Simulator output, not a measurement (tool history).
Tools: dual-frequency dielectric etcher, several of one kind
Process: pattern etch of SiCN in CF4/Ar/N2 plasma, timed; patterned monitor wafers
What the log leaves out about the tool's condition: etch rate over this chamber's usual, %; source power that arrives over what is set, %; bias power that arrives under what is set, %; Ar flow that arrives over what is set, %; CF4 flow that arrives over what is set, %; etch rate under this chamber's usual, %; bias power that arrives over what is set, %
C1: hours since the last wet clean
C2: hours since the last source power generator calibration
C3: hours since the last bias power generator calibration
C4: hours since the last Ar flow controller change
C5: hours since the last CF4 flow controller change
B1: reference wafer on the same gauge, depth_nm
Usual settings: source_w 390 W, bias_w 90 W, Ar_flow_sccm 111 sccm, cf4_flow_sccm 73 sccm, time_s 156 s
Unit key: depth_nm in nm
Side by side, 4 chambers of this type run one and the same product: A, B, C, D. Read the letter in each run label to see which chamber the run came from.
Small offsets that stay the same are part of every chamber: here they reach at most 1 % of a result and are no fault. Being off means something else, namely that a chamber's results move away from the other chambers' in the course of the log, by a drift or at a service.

At hour 10: chamber B: CF4 flow controller replaced.
Run 1C, hour 11: usual settings; C1 222.8; C2 2067.7; C3 2038.4; C4 419.5; C5 3110; B1 122.03. Result: depth_nm 127.61 nm.
Run 2D, hour 20.7: usual settings; C1 221.6; C2 4281.4; C3 2488.8; C4 850.6; C5 2524.5; B1 121.97. Result: depth_nm 126.65 nm.
Run 3B, hour 25.9: usual settings; C1 220.4; C2 1836; C3 2109.5; C4 1045.8; C5 15.9; B1 122.09. Result: depth_nm 127.24 nm.
Run 4A, hour 32.3: usual settings; C1 139.9; C2 3697.2; C3 177.4; C4 790.9; C5 4770.8; B1 122.06. Result: depth_nm 125.24 nm.
Run 5B, hour 39.3: usual settings; C1 233.8; C2 1849.4; C3 2122.9; C4 1059.2; C5 29.3; B1 121.98. Result: depth_nm 128.14 nm.
At hour 42.1: chamber C: bias power generator calibrated.
Run 6C, hour 46.9: usual settings; C1 258.7; C2 2103.6; C3 4.8; C4 455.4; C5 3145.9; B1 121.93. Result: depth_nm 128.21 nm.
Run 7D, hour 54.9: usual settings but bias_w 78 W, time_s 141 s; C1 255.8; C2 4315.6; C3 2523; C4 884.8; C5 2558.7; B1 122.17. Result: depth_nm 109.88 nm.
Run 8A, hour 61.9: usual settings but bias_w 78 W, time_s 141 s; C1 169.5; C2 3726.8; C3 207; C4 820.5; C5 4800.4; B1 122. Result: depth_nm 109.29 nm.
Run 9A, hour 68.1: usual settings but bias_w 78 W, time_s 141 s; C1 175.7; C2 3733; C3 213.2; C4 826.7; C5 4806.6; B1 121.9. Result: depth_nm 108.37 nm.
Run 10B, hour 75.2: usual settings but bias_w 78 W, time_s 141 s; C1 269.7; C2 1885.3; C3 2158.8; C4 1095.1; C5 65.2; B1 121.97. Result: depth_nm 108.49 nm.
Run 11C, hour 85.5: usual settings; C1 297.3; C2 2142.2; C3 43.4; C4 494; C5 3184.5; B1 121.96. Result: depth_nm 128.61 nm.
Run 12D, hour 91.5: usual settings; C1 292.4; C2 4352.2; C3 2559.6; C4 921.4; C5 2595.3; B1 121.85. Result: depth_nm 127.34 nm.
At hour 96.2: chamber C: CF4 flow controller replaced.
Run 13B, hour 99.6: usual settings but source_w 310 W; C1 294.1; C2 1909.7; C3 2183.2; C4 1119.5; C5 89.6; B1 121.92. Result: depth_nm 102.95 nm.
Run 14C, hour 108: usual settings but source_w 310 W; C1 319.8; C2 2164.7; C3 65.9; C4 516.5; C5 11.8; B1 121.93. Result: depth_nm 104.1 nm.
Run 15A, hour 118.1: usual settings but source_w 310 W; C1 225.7; C2 3783; C3 263.2; C4 876.7; C5 4856.6; B1 122.14. Result: depth_nm 103.31 nm.
Run 16D, hour 126: usual settings but source_w 310 W; C1 326.9; C2 4386.7; C3 2594.1; C4 955.9; C5 2629.8; B1 122.15. Result: depth_nm 103.82 nm.
Run 17D, hour 135.2: usual settings; C1 336.1; C2 4395.9; C3 2603.3; C4 965.1; C5 2639; B1 122.02. Result: depth_nm 128.5 nm.
Run 18A, hour 142.7: usual settings but Ar_flow_sccm 136 sccm; C1 250.3; C2 3807.6; C3 287.8; C4 901.3; C5 4881.2; B1 122.07. Result: depth_nm 122.92 nm.
Run 19C, hour 153.5: usual settings but Ar_flow_sccm 136 sccm; C1 365.3; C2 2210.2; C3 111.4; C4 562; C5 57.3; B1 121.81. Result: depth_nm 124.97 nm.
Run 20B, hour 159.7: usual settings but Ar_flow_sccm 136 sccm; C1 354.2; C2 1969.8; C3 2243.3; C4 1179.6; C5 149.7; B1 121.99. Result: depth_nm 122.18 nm.
Run 21D, hour 169.5: usual settings but Ar_flow_sccm 136 sccm; C1 370.4; C2 4430.2; C3 2637.6; C4 999.4; C5 2673.3; B1 121.98. Result: depth_nm 124.03 nm.
At hour 176.3: chamber C: source power generator calibrated.
Run 22C, hour 177.3: usual settings; C1 389.1; C2 1.1; C3 135.2; C4 585.8; C5 81.1; B1 121.98. Result: depth_nm 128.05 nm.
Run 23A, hour 184.5: usual settings; C1 292.1; C2 3849.4; C3 329.6; C4 943.1; C5 4923; B1 121.92. Result: depth_nm 127.11 nm.
Run 24B, hour 194.3: usual settings; C1 388.8; C2 2004.4; C3 2277.9; C4 1214.2; C5 184.3; B1 121.97. Result: depth_nm 125.26 nm.
Run 25C, hour 199.8: usual settings; C1 411.6; C2 23.6; C3 157.7; C4 608.3; C5 103.6; B1 122.06. Result: depth_nm 129.06 nm.
Run 26A, hour 206.8: usual settings; C1 314.4; C2 3871.7; C3 351.9; C4 965.4; C5 4945.3; B1 122. Result: depth_nm 126.39 nm.
Run 27D, hour 216.4: usual settings; C1 417.3; C2 4477.1; C3 2684.5; C4 1046.3; C5 2720.2; B1 121.95. Result: depth_nm 126.51 nm.
Run 28B, hour 222.7: usual settings; C1 417.2; C2 2032.8; C3 2306.3; C4 1242.6; C5 212.7; B1 121.99. Result: depth_nm 124.37 nm.
Run 29A, hour 229.6: usual settings; C1 337.2; C2 3894.5; C3 374.7; C4 988.2; C5 4968.1; B1 122.16. Result: depth_nm 126.78 nm.

Next, all 4 chambers run the settings below, one line each with question marks for the results. What does each chamber give?
Run 30A, hour 237.8: usual settings but bias_w 102 W. Result: depth_nm ?.
Run 30B, hour 237.8: usual settings but bias_w 102 W. Result: depth_nm ?.
Run 30C, hour 237.8: usual settings but bias_w 102 W. Result: depth_nm ?.
Run 30D, hour 237.8: usual settings but bias_w 102 W. Result: depth_nm ?.

run  depth_nm
30A    130.62
30B    129.22
30C    133.54
30D    133.19
